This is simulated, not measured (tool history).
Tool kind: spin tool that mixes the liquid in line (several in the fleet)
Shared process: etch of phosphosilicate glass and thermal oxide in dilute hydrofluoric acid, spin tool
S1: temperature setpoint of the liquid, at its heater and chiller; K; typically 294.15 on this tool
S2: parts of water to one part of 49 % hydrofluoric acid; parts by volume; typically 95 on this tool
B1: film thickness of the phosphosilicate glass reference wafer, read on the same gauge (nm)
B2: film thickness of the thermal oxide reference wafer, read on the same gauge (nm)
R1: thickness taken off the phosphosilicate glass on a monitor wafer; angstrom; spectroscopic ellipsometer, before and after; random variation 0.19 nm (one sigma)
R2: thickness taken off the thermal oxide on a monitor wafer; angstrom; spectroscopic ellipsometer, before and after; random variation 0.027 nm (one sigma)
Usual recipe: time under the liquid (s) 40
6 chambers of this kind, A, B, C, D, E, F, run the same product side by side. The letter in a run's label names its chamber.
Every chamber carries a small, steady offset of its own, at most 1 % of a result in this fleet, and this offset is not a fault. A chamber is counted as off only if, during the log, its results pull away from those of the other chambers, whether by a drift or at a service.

run 1B hour=11 | S1=294.15 S2=95 time_under_the_liquid_(s)=40 | B1=59.999 B2=89.973 | R1=224.39 R2=17.543
run 2A hour=19.9 | S1=294.15 S2=95 time_under_the_liquid_(s)=40 | B1=59.985 B2=90.018 | R1=226.36 R2=17.858
run 3D hour=30.1 | S1=294.15 S2=95 time_under_the_liquid_(s)=40 | B1=59.989 B2=90.023 | R1=224.69 R2=17.989
run 4C hour=37.4 | S1=294.15 S2=95 time_under_the_liquid_(s)=40 | B1=60.029 B2=89.966 | R1=226.99 R2=17.95
run 5E hour=45.7 | S1=294.15 S2=95 time_under_the_liquid_(s)=40 | B1=59.998 B2=90.011 | R1=225.81 R2=18.802
run 6F hour=54.8 | S1=294.15 S2=95 time_under_the_liquid_(s)=40 | B1=59.979 B2=89.969 | R1=227.42 R2=17.318
run 7C hour=65.2 | S1=294.15 S2=95 time_under_the_liquid_(s)=40 | B1=60.011 B2=90.012 | R1=226.8 R2=17.978
run 8B hour=74.8 | S1=294.15 S2=95 time_under_the_liquid_(s)=40 | B1=60.023 B2=90.008 | R1=222.86 R2=17.852
-- hour=78.3 chamber A: thermometer replaced
run 9A hour=85.4 | S1=291.65 S2=95 time_under_the_liquid_(s)=40 | B1=59.993 B2=90.021 | R1=205.38 R2=16.517
run 10D hour=94.9 | S1=291.65 S2=95 time_under_the_liquid_(s)=40 | B1=59.989 B2=90.015 | R1=202.97 R2=16.227
-- hour=100.4 chamber B: hydrofluoric acid flow meter replaced
run 11E hour=107.6 | S1=291.65 S2=95 time_under_the_liquid_(s)=40 | B1=60.024 B2=90.01 | R1=202.65 R2=16.671
-- hour=114.9 chamber D: hydrofluoric acid flow meter replaced
run 12F hour=119.3 | S1=291.65 S2=95 time_under_the_liquid_(s)=40 | B1=59.986 B2=90.021 | R1=206.71 R2=16.006
run 13A hour=129.9 | S1=291.65 S2=95 time_under_the_liquid_(s)=40 | B1=59.987 B2=89.976 | R1=204.4 R2=16.041
run 14F hour=139.1 | S1=291.65 S2=95 time_under_the_liquid_(s)=40 | B1=59.959 B2=89.985 | R1=210.04 R2=16.109
run 15C hour=146 | S1=294.15 S2=95 time_under_the_liquid_(s)=40 | B1=60.006 B2=89.977 | R1=227.4 R2=18.304
run 16E hour=158 | S1=294.15 S2=95 time_under_the_liquid_(s)=40 | B1=60.034 B2=90.013 | R1=225.58 R2=18.494
run 17B hour=163.8 | S1=294.15 S2=95 time_under_the_liquid_(s)=40 | B1=60.01 B2=89.991 | R1=224.76 R2=18.255
run 18D hour=169.9 | S1=294.15 S2=95 time_under_the_liquid_(s)=40 | B1=59.966 B2=89.996 | R1=223.82 R2=18.077
run 19B hour=179.7 | S1=296.15 S2=95 time_under_the_liquid_(s)=50 | B1=59.983 B2=90.042 | R1=306.32 R2=24.513
run 20C hour=187.3 | S1=296.15 S2=95 time_under_the_liquid_(s)=50 | B1=59.993 B2=89.994 | R1=306.88 R2=24.383
run 21D hour=196.5 | S1=296.15 S2=95 time_under_the_liquid_(s)=50 | B1=59.964 B2=89.985 | R1=301.83 R2=24.13
run 22A hour=202.5 | S1=296.15 S2=95 time_under_the_liquid_(s)=50 | B1=60.013 B2=90 | R1=299.97 R2=24.695
run 23F hour=210.6 | S1=296.15 S2=95 time_under_the_liquid_(s)=50 | B1=60.004 B2=90.014 | R1=307.85 R2=24.345
-- hour=214.9 chamber B: thermometer replaced
run 24E hour=219.9 | S1=296.15 S2=95 time_under_the_liquid_(s)=50 | B1=59.998 B2=89.949 | R1=304.01 R2=24.152
run 25A hour=232.1 | S1=294.15 S2=95 time_under_the_liquid_(s)=40 | B1=60.005 B2=89.995 | R1=226.43 R2=17.652
run 26E hour=243.3 | S1=294.15 S2=95 time_under_the_liquid_(s)=40 | B1=60.015 B2=90.031 | R1=229.57 R2=18.503
run 27C hour=249.1 | S1=292.15 S2=95 time_under_the_liquid_(s)=65 | B1=60.032 B2=90.002 | R1=340.86 R2=26.892
run 28D hour=256.8 | S1=292.15 S2=95 time_under_the_liquid_(s)=65 | B1=59.978 B2=89.974 | R1=339.19 R2=26.442
run 29F hour=263.7 | S1=292.15 S2=95 time_under_the_liquid_(s)=65 | B1=59.987 B2=89.977 | R1=338.13 R2=26.965
run 30B hour=271.5 | S1=292.15 S2=95 time_under_the_liquid_(s)=65 | B1=60.002 B2=89.99 | R1=336.55 R2=26.781
run 31C hour=279.5 | S1=292.15 S2=95 time_under_the_liquid_(s)=65 | B1=59.988 B2=89.972 | R1=334.41 R2=27.034
run 32E hour=285.5 | S1=292.15 S2=95 time_under_the_liquid_(s)=65 | B1=60.01 B2=90.011 | R1=345.02 R2=26.684
run 33A hour=295.6 | S1=294.15 S2=95 time_under_the_liquid_(s)=40 | B1=59.985 B2=90.027 | R1=227.23 R2=18.191
run 34B hour=301.5 | S1=294.15 S2=95 time_under_the_liquid_(s)=40 | B1=60.026 B2=90.009 | R1=221.15 R2=18.162
run 35F hour=307.9 | S1=294.15 S2=95 time_under_the_liquid_(s)=40 | B1=60.008 B2=90 | R1=227.79 R2=17.506
run 36D hour=314.5 | S1=294.15 S2=95 time_under_the_liquid_(s)=40 | B1=59.995 B2=90.003 | R1=223.12 R2=17.638
run 37D hour=327.6 | S1=294.15 S2=95 time_under_the_liquid_(s)=40 | B1=59.984 B2=90.015 | R1=224.07 R2=17.802
run 38E hour=339.4 | S1=294.15 S2=95 time_under_the_liquid_(s)=40 | B1=60.006 B2=90.006 | R1=227.34 R2=18.203

Each of the 6 chambers runs these same settings next. Fill in every chamber's results:
run 39A hour=348.9 | S1=291.65 S2=95 time_under_the_liquid_(s)=40 | R1=? R2=?
run 39B hour=348.9 | S1=291.65 S2=95 time_under_the_liquid_(s)=40 | R1=? R2=?
run 39C hour=348.9 | S1=291.65 S2=95 time_under_the_liquid_(s)=40 | R1=? R2=?
run 39D hour=348.9 | S1=291.65 S2=95 time_under_the_liquid_(s)=40 | R1=? R2=?
run 39E hour=348.9 | S1=291.65 S2=95 time_under_the_liquid_(s)=40 | R1=? R2=?
run 39F hour=348.9 | S1=291.65 S2=95 time_under_the_liquid_(s)=40 | R1=? R2=?

run=39A R1=204.47 R2=16.46
run=39B R1=199.12 R2=16.071
run=39C R1=201.16 R2=15.933
run=39D R1=200.66 R2=15.992
run=39E R1=205.38 R2=16.443
run=39F R1=205.77 R2=15.749
